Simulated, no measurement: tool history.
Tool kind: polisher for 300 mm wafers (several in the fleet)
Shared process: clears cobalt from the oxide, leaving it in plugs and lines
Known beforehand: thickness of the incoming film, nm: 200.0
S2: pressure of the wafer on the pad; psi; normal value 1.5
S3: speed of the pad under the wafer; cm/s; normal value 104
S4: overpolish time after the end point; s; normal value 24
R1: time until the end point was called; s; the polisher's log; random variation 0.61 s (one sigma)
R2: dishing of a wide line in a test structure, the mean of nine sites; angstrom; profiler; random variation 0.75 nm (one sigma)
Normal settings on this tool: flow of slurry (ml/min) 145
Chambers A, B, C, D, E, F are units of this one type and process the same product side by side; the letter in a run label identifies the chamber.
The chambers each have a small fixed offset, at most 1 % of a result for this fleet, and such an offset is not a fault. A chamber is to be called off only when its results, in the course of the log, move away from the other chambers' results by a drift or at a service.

{"hour": 2.0, "done": "chamber F: worn pad replaced by a new one"}
{"run": "1F", "hour": 4.1, "flow of slurry (ml/min)": 145, "S2": 1.5, "S3": 104, "S4": 24, "R1": 43.731, "R2": 535.73}
{"run": "2A", "hour": 6.1, "flow of slurry (ml/min)": 145, "S2": 1.5, "S3": 104, "S4": 24, "R1": 42.995, "R2": 532.85}
{"run": "3D", "hour": 9.0, "flow of slurry (ml/min)": 145, "S2": 1.5, "S3": 104, "S4": 24, "R1": 44.378, "R2": 546.07}
{"run": "4E", "hour": 12.6, "flow of slurry (ml/min)": 145, "S2": 1.5, "S3": 104, "S4": 24, "R1": 43.467, "R2": 539.3}
{"run": "5C", "hour": 14.8, "flow of slurry (ml/min)": 145, "S2": 1.5, "S3": 104, "S4": 24, "R1": 42.934, "R2": 544.43}
{"hour": 16.9, "done": "chamber B: worn pad replaced by a new one"}
{"run": "6B", "hour": 19.1, "flow of slurry (ml/min)": 145, "S2": 1.5, "S3": 104, "S4": 24, "R1": 43.384, "R2": 549.98}
{"run": "7B", "hour": 23.5, "flow of slurry (ml/min)": 145, "S2": 1.5, "S3": 104, "S4": 24, "R1": 42.421, "R2": 560.93}
{"run": "8D", "hour": 27.2, "flow of slurry (ml/min)": 145, "S2": 1.5, "S3": 104, "S4": 24, "R1": 43.76, "R2": 543.15}
{"hour": 28.4, "done": "chamber E: slurry nozzle cleaned"}
{"run": "9F", "hour": 30.7, "flow of slurry (ml/min)": 145, "S2": 1.5, "S3": 104, "S4": 24, "R1": 44.064, "R2": 544.38}
{"run": "10E", "hour": 33.7, "flow of slurry (ml/min)": 145, "S2": 1.5, "S3": 104, "S4": 15, "R1": 43.747, "R2": 426.44}
{"run": "11A", "hour": 37.3, "flow of slurry (ml/min)": 145, "S2": 1.5, "S3": 104, "S4": 15, "R1": 43.441, "R2": 445.18}
{"run": "12C", "hour": 40.0, "flow of slurry (ml/min)": 145, "S2": 1.5, "S3": 104, "S4": 15, "R1": 43.133, "R2": 438.75}
{"run": "13C", "hour": 42.2, "flow of slurry (ml/min)": 145, "S2": 1.5, "S3": 104, "S4": 15, "R1": 43.231, "R2": 433.76}
{"run": "14D", "hour": 44.5, "flow of slurry (ml/min)": 145, "S2": 1.5, "S3": 104, "S4": 15, "R1": 44.902, "R2": 433.16}
{"hour": 46.1, "done": "chamber B: head pressure recalibrated"}
{"run": "15B", "hour": 48.8, "flow of slurry (ml/min)": 145, "S2": 1.5, "S3": 104, "S4": 15, "R1": 41.933, "R2": 440.81}
{"run": "16E", "hour": 52.8, "flow of slurry (ml/min)": 145, "S2": 1.5, "S3": 104, "S4": 24, "R1": 43.14, "R2": 534.76}
{"run": "17A", "hour": 55.5, "flow of slurry (ml/min)": 145, "S2": 1.5, "S3": 104, "S4": 24, "R1": 42.861, "R2": 533.76}
{"run": "18F", "hour": 57.6, "flow of slurry (ml/min)": 145, "S2": 1.5, "S3": 104, "S4": 24, "R1": 43.179, "R2": 539.82}
{"run": "19E", "hour": 61.1, "flow of slurry (ml/min)": 145, "S2": 1.5, "S3": 104, "S4": 24, "R1": 42.027, "R2": 554.44}
{"run": "20A", "hour": 63.1, "flow of slurry (ml/min)": 145, "S2": 1.1, "S3": 104, "S4": 14, "R1": 58.431, "R2": 340.13}
{"run": "21D", "hour": 66.4, "flow of slurry (ml/min)": 145, "S2": 1.1, "S3": 104, "S4": 14, "R1": 60.465, "R2": 336.06}
{"run": "22C", "hour": 69.2, "flow of slurry (ml/min)": 145, "S2": 1.1, "S3": 104, "S4": 14, "R1": 57.419, "R2": 332.4}
{"hour": 72.2, "done": "chamber E: worn pad replaced by a new one"}
{"run": "23F", "hour": 72.8, "flow of slurry (ml/min)": 145, "S2": 1.1, "S3": 104, "S4": 14, "R1": 57.998, "R2": 335.77}
{"hour": 73.4, "done": "chamber C: slurry nozzle cleaned"}
{"run": "24B", "hour": 76.4, "flow of slurry (ml/min)": 145, "S2": 1.1, "S3": 104, "S4": 14, "R1": 57.896, "R2": 353.33}
{"run": "25F", "hour": 80.5, "flow of slurry (ml/min)": 145, "S2": 1.1, "S3": 104, "S4": 14, "R1": 56.912, "R2": 347.95}
{"run": "26D", "hour": 83.9, "flow of slurry (ml/min)": 145, "S2": 1.5, "S3": 104, "S4": 24, "R1": 45.448, "R2": 528.02}
{"hour": 85.1, "done": "chamber A: worn pad replaced by a new one"}
{"run": "27A", "hour": 86.9, "flow of slurry (ml/min)": 145, "S2": 1.5, "S3": 104, "S4": 24, "R1": 44.14, "R2": 559.61}
{"run": "28E", "hour": 89.7, "flow of slurry (ml/min)": 145, "S2": 1.5, "S3": 104, "S4": 24, "R1": 43.873, "R2": 558.09}
{"run": "29C", "hour": 93.1, "flow of slurry (ml/min)": 145, "S2": 1.5, "S3": 104, "S4": 24, "R1": 42.287, "R2": 537.34}
{"run": "30B", "hour": 95.0, "flow of slurry (ml/min)": 145, "S2": 1.2, "S3": 104, "S4": 24, "R1": 52.984, "R2": 498.01}
{"run": "31D", "hour": 99.0, "flow of slurry (ml/min)": 145, "S2": 1.2, "S3": 104, "S4": 24, "R1": 57.243, "R2": 465.04}
{"hour": 99.1, "done": "chamber F: worn pad replaced by a new one"}
{"run": "32F", "hour": 101.5, "flow of slurry (ml/min)": 145, "S2": 1.2, "S3": 104, "S4": 24, "R1": 52.011, "R2": 509.17}
{"run": "33A", "hour": 103.9, "flow of slurry (ml/min)": 145, "S2": 1.2, "S3": 104, "S4": 24, "R1": 55.322, "R2": 491.41}
{"run": "34B", "hour": 107.5, "flow of slurry (ml/min)": 145, "S2": 1.2, "S3": 104, "S4": 24, "R1": 52.869, "R2": 503.9}
{"run": "35C", "hour": 110.7, "flow of slurry (ml/min)": 145, "S2": 1.2, "S3": 104, "S4": 24, "R1": 54.154, "R2": 500.63}
{"run": "36E", "hour": 112.7, "flow of slurry (ml/min)": 145, "S2": 1.5, "S3": 104, "S4": 24, "R1": 41.915, "R2": 555.71}

All 6 chambers run these settings next. Forecast each chamber's results:
{"run": "37A", "hour": 115.8, "flow of slurry (ml/min)": 145, "S2": 1.5, "S3": 76, "S4": 24, "R1": "?", "R2": "?"}
{"run": "37B", "hour": 115.8, "flow of slurry (ml/min)": 145, "S2": 1.5, "S3": 76, "S4": 24, "R1": "?", "R2": "?"}
{"run": "37C", "hour": 115.8, "flow of slurry (ml/min)": 145, "S2": 1.5, "S3": 76, "S4": 24, "R1": "?", "R2": "?"}
{"run": "37D", "hour": 115.8, "flow of slurry (ml/min)": 145, "S2": 1.5, "S3": 76, "S4": 24, "R1": "?", "R2": "?"}
{"run": "37E", "hour": 115.8, "flow of slurry (ml/min)": 145, "S2": 1.5, "S3": 76, "S4": 24, "R1": "?", "R2": "?"}
{"run": "37F", "hour": 115.8, "flow of slurry (ml/min)": 145, "S2": 1.5, "S3": 76, "S4": 24, "R1": "?", "R2": "?"}

run=37A R1=60.321 R2=479.6
run=37B R1=58.116 R2=481.84
run=37C R1=58.673 R2=467.84
run=37D R1=64.077 R2=439.89
run=37E R1=58.26 R2=474.6
run=37F R1=58.409 R2=480.4

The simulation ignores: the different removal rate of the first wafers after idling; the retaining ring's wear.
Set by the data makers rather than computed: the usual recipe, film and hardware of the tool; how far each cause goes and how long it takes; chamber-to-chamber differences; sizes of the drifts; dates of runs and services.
